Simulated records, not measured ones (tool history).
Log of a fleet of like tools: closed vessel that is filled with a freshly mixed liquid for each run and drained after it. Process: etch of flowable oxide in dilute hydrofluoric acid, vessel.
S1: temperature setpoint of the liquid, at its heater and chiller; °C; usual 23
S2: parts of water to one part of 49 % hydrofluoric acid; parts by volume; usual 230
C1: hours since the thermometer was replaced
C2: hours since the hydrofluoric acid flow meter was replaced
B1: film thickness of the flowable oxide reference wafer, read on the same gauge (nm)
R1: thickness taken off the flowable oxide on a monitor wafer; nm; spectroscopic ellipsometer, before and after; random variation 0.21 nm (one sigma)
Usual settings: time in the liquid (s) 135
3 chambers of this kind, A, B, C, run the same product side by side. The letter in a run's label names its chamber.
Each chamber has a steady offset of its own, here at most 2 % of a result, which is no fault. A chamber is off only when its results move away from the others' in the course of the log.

Run 1A, day 0.321: usual settings; C1 844.2; C2 1115.0; B1 79.989. Result: R1 20.395 nm.
Run 2B, day 0.725: usual settings; C1 893.9; C2 1149.8; B1 80.013. Result: R1 20.733 nm.
Run 3C, day 1.312: usual settings; C1 212.1; C2 1211.3; B1 80.006. Result: R1 20.918 nm.
Run 4B, day 1.704: usual settings; C1 917.4; C2 1173.3; B1 79.993. Result: R1 20.700 nm.
Run 5A, day 2.300: usual settings; C1 891.7; C2 1162.5; B1 79.990. Result: R1 20.757 nm.
Run 6C, day 2.704: usual settings; C1 245.5; C2 1244.7; B1 79.994. Result: R1 21.105 nm.
Run 7B, day 3.079: usual settings; C1 950.4; C2 1206.3; B1 79.997. Result: R1 20.680 nm.
Run 8A, day 3.562: usual settings; C1 922.0; C2 1192.8; B1 79.998. Result: R1 20.847 nm.
Run 9C, day 4.092: usual settings; C1 278.8; C2 1278.0; B1 80.010. Result: R1 21.350 nm.
Run 10A, day 4.767: usual settings; C1 950.9; C2 1221.7; B1 79.993. Result: R1 20.707 nm.
Run 11B, day 5.342: usual settings; C1 1004.7; C2 1260.6; B1 80.001. Result: R1 20.689 nm.
Run 12C, day 5.733: usual settings; C1 318.2; C2 1317.4; B1 79.992. Result: R1 21.102 nm.
Run 13B, day 6.275: usual settings but S2 150 parts by volume; C1 1027.1; C2 1283.0; B1 80.005. Result: R1 35.724 nm.
Run 14C, day 6.904: usual settings but S2 150 parts by volume; C1 346.3; C2 1345.5; B1 80.012. Result: R1 34.605 nm.
Run 15A, day 7.558: usual settings but S2 150 parts by volume; C1 1017.9; C2 1288.7; B1 79.990. Result: R1 34.740 nm.
Run 16A, day 7.946: usual settings; C1 1027.2; C2 1298.0; B1 80.000. Result: R1 20.572 nm.
Run 17C, day 8.429: usual settings; C1 382.9; C2 1382.1; B1 80.002. Result: R1 20.937 nm.
Run 18B, day 8.988: usual settings but time in the liquid (s) 205; C1 1092.2; C2 1348.1; B1 80.024. Result: R1 31.151 nm.
At day 9.388: chamber B: thermometer replaced.
Run 19A, day 9.446: usual settings but time in the liquid (s) 205; C1 1063.2; C2 1334.0; B1 79.982. Result: R1 31.930 nm.
Run 20C, day 9.767: usual settings but time in the liquid (s) 205; C1 415.0; C2 1414.2; B1 80.000. Result: R1 32.440 nm.
Run 21B, day 10.396: usual settings but time in the liquid (s) 190; C1 24.3; C2 1381.9; B1 79.994. Result: R1 29.521 nm.
Run 22C, day 10.975: usual settings but time in the liquid (s) 190; C1 444.0; C2 1443.2; B1 79.991. Result: R1 29.746 nm.
Run 23B, day 11.350: usual settings but time in the liquid (s) 190; C1 47.2; C2 1404.8; B1 79.984. Result: R1 28.932 nm.
Run 24A, day 11.804: usual settings; C1 1119.8; C2 1390.6; B1 79.986. Result: R1 21.218 nm.
Run 25B, day 12.475: usual settings; C1 74.2; C2 1431.8; B1 80.023. Result: R1 20.724 nm.
Run 26A, day 12.979: usual settings; C1 1148.0; C2 1418.8; B1 79.996. Result: R1 21.023 nm.
Run 27C, day 13.283: usual settings; C1 499.4; C2 1498.6; B1 80.004. Result: R1 21.139 nm.
Run 28C, day 13.871: usual settings; C1 513.5; C2 1512.7; B1 79.993. Result: R1 21.026 nm.
Run 29B, day 14.496: usual settings; C1 122.7; C2 1480.3; B1 80.006. Result: R1 20.594 nm.
Run 30A, day 14.912: usual settings but time in the liquid (s) 105; C1 1194.4; C2 1465.2; B1 79.990. Result: R1 17.072 nm.
Run 31B, day 15.238: usual settings but time in the liquid (s) 105; C1 140.5; C2 1498.1; B1 79.988. Result: R1 16.328 nm.
Run 32C, day 15.688: usual settings but time in the liquid (s) 105; C1 557.1; C2 1556.3; B1 80.001. Result: R1 16.392 nm.
Run 33A, day 16.008: usual settings; C1 1220.7; C2 1491.5; B1 79.994. Result: R1 22.075 nm.
Run 34B, day 16.658: usual settings; C1 174.6; C2 1532.2; B1 80.003. Result: R1 21.079 nm.
Run 35A, day 17.238: usual settings; C1 1250.2; C2 1521.0; B1 80.000. Result: R1 21.845 nm.
Run 36C, day 17.717: usual settings; C1 605.8; C2 1605.0; B1 80.016. Result: R1 20.716 nm.
Run 37C, day 18.342: usual settings; C1 620.8; C2 1620.0; B1 79.995. Result: R1 20.800 nm.
Run 38A, day 18.821: usual settings; C1 1288.2; C2 1559.0; B1 80.005. Result: R1 22.104 nm.
Run 39B, day 19.150: usual settings; C1 234.4; C2 1592.0; B1 79.995. Result: R1 20.672 nm.
Run 40A, day 19.608: usual settings; C1 1307.1; C2 1577.9; B1 79.998. Result: R1 22.414 nm.
Run 41B, day 20.104: usual settings; C1 257.3; C2 1614.9; B1 79.996. Result: R1 20.969 nm.

Is one chamber off against the others, does the gauge drift, or is nothing wrong? If a chamber is off, say which, and what the likeliest cause is.

Chamber A drifts away from the others.
Cause: liquid hotter than its thermometer reads (K) = 2.08.
The log may not tell that from: hydrofluoric acid flow above the setpoint (%).

Here are 4 candidates for chamber A's next run, each the usual settings with a change, their results left as question marks. Which one brings its results back in line with what the others give on the usual settings?
In line means no further than this from the other chambers' mean on the usual settings: R1 0.730 nm
Run 42A-1, day 20.600: usual settings but S1 21.0 °C. Result: R1 ?.
Run 42A-2, day 20.600: usual settings but S1 19.5 °C. Result: R1 ?.
Run 42A-3, day 20.600: usual settings but S2 215 parts by volume. Result: R1 ?.
Run 42A-4, day 20.600: usual settings but S1 23.5 °C, time in the liquid (s) 150. Result: R1 ?.

The other chambers' mean on the usual settings: R1 20.930 nm
  run      R1
42A-1  20.794
42A-2  19.687
42A-3  24.271
42A-4  25.262
42A-1 brings the chamber back in line.

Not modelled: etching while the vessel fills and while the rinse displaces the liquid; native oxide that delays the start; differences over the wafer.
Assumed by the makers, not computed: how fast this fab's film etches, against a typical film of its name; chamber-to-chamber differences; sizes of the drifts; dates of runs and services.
